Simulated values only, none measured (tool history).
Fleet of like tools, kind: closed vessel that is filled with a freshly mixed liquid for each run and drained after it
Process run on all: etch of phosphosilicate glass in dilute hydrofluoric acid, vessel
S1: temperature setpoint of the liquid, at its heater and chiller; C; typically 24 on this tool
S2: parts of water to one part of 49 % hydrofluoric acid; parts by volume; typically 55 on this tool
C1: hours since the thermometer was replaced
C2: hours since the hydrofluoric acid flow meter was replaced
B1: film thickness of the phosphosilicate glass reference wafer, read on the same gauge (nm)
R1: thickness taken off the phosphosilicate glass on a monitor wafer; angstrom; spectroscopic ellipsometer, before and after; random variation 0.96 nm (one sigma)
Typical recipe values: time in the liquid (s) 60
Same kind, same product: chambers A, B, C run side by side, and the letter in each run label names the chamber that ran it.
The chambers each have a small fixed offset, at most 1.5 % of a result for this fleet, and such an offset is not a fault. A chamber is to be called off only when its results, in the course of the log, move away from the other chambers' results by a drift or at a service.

Run 1A, day 0.471: usual settings; C1 101; C2 465.2; B1 80.001. Result: R1 1429.5 angstrom.
Run 2B, day 0.812: usual settings; C1 1233.9; C2 204.2; B1 80.007. Result: R1 1412.7 angstrom.
Run 3C, day 1.254: usual settings; C1 617.9; C2 489.2; B1 80. Result: R1 1423.6 angstrom.
Run 4A, day 1.517: usual settings; C1 126.1; C2 490.3; B1 79.992. Result: R1 1426 angstrom.
Run 5C, day 1.85: usual settings; C1 632.2; C2 503.5; B1 79.983. Result: R1 1446 angstrom.
Run 6B, day 2.308: usual settings; C1 1269.8; C2 240.1; B1 79.999. Result: R1 1397.4 angstrom.
Run 7B, day 2.575: usual settings; C1 1276.2; C2 246.5; B1 80.012. Result: R1 1419.6 angstrom.
Run 8C, day 2.892: usual settings; C1 657.2; C2 528.5; B1 79.994. Result: R1 1416.2 angstrom.
At day 3.025: chamber A: hydrofluoric acid flow meter replaced.
Run 9A, day 3.142: usual settings; C1 165.1; C2 2.8; B1 80.014. Result: R1 1417.2 angstrom.
Run 10B, day 3.392: usual settings; C1 1295.8; C2 266.1; B1 79.977. Result: R1 1422.4 angstrom.
Run 11C, day 3.662: usual settings but time in the liquid (s) 30; C1 675.7; C2 547; B1 79.995. Result: R1 699.53 angstrom.
Run 12A, day 3.879: usual settings but time in the liquid (s) 30; C1 182.8; C2 20.5; B1 80.006. Result: R1 712.31 angstrom.
Run 13A, day 4.229: usual settings but time in the liquid (s) 30; C1 191.2; C2 28.9; B1 80.017. Result: R1 718.67 angstrom.
Run 14C, day 4.704: usual settings; C1 700.7; C2 572; B1 79.992. Result: R1 1406.6 angstrom.
Run 15B, day 4.975: usual settings; C1 1333.8; C2 304.1; B1 79.997. Result: R1 1430.8 angstrom.
Run 16C, day 5.404: usual settings; C1 717.5; C2 588.8; B1 79.997. Result: R1 1390.1 angstrom.
Run 17A, day 5.812: usual settings; C1 229.2; C2 66.9; B1 80.025. Result: R1 1415.6 angstrom.
Run 18B, day 6.112: usual settings; C1 1361.1; C2 331.4; B1 80. Result: R1 1423.7 angstrom.
Run 19C, day 6.588: usual settings; C1 745.9; C2 617.2; B1 80.002. Result: R1 1380.8 angstrom.
Run 20B, day 6.862: usual settings; C1 1379.1; C2 349.4; B1 80.014. Result: R1 1409 angstrom.
Run 21A, day 7.179: usual settings but S1 21 C; C1 262; C2 99.7; B1 79.998. Result: R1 1256.6 angstrom.
Run 22B, day 7.604: usual settings but S1 21 C; C1 1396.9; C2 367.2; B1 79.995. Result: R1 1253.5 angstrom.
Run 23A, day 7.9: usual settings but S1 21 C; C1 279.3; C2 117; B1 80.013. Result: R1 1247 angstrom.
At day 8.196: chamber B: thermometer replaced.
Run 24C, day 8.217: usual settings; C1 785; C2 656.3; B1 79.998. Result: R1 1343.5 angstrom.
Run 25C, day 8.442: usual settings; C1 790.4; C2 661.7; B1 79.988. Result: R1 1345.5 angstrom.
Run 26B, day 8.762: usual settings; C1 13.6; C2 395; B1 79.986. Result: R1 1405.1 angstrom.
Run 27A, day 8.979: usual settings; C1 305.2; C2 142.9; B1 79.996. Result: R1 1420.1 angstrom.
Run 28A, day 9.288: usual settings; C1 312.6; C2 150.3; B1 79.997. Result: R1 1435.4 angstrom.
Run 29B, day 9.562: usual settings; C1 32.8; C2 414.2; B1 80.001. Result: R1 1409.9 angstrom.
Run 30C, day 9.771: usual settings; C1 822.3; C2 693.6; B1 80.006. Result: R1 1318.8 angstrom.
Run 31B, day 10.117: usual settings; C1 46.1; C2 427.5; B1 80. Result: R1 1388 angstrom.
Run 32A, day 10.388: usual settings; C1 339; C2 176.7; B1 79.992. Result: R1 1414.9 angstrom.
Run 33C, day 10.754: usual settings; C1 845.9; C2 717.2; B1 79.998. Result: R1 1300.6 angstrom.
Run 34C, day 11.15: usual settings; C1 855.4; C2 726.7; B1 80.008. Result: R1 1298.9 angstrom.

The same settings go to every chamber for the next run, one line per chamber below. Forecast the results for each:
Run 35A, day 11.492: usual settings. Result: R1 ?.
Run 35B, day 11.492: usual settings. Result: R1 ?.
Run 35C, day 11.492: usual settings. Result: R1 ?.

run      R1
35A  1415.3
35B  1393.1
35C  1308.9
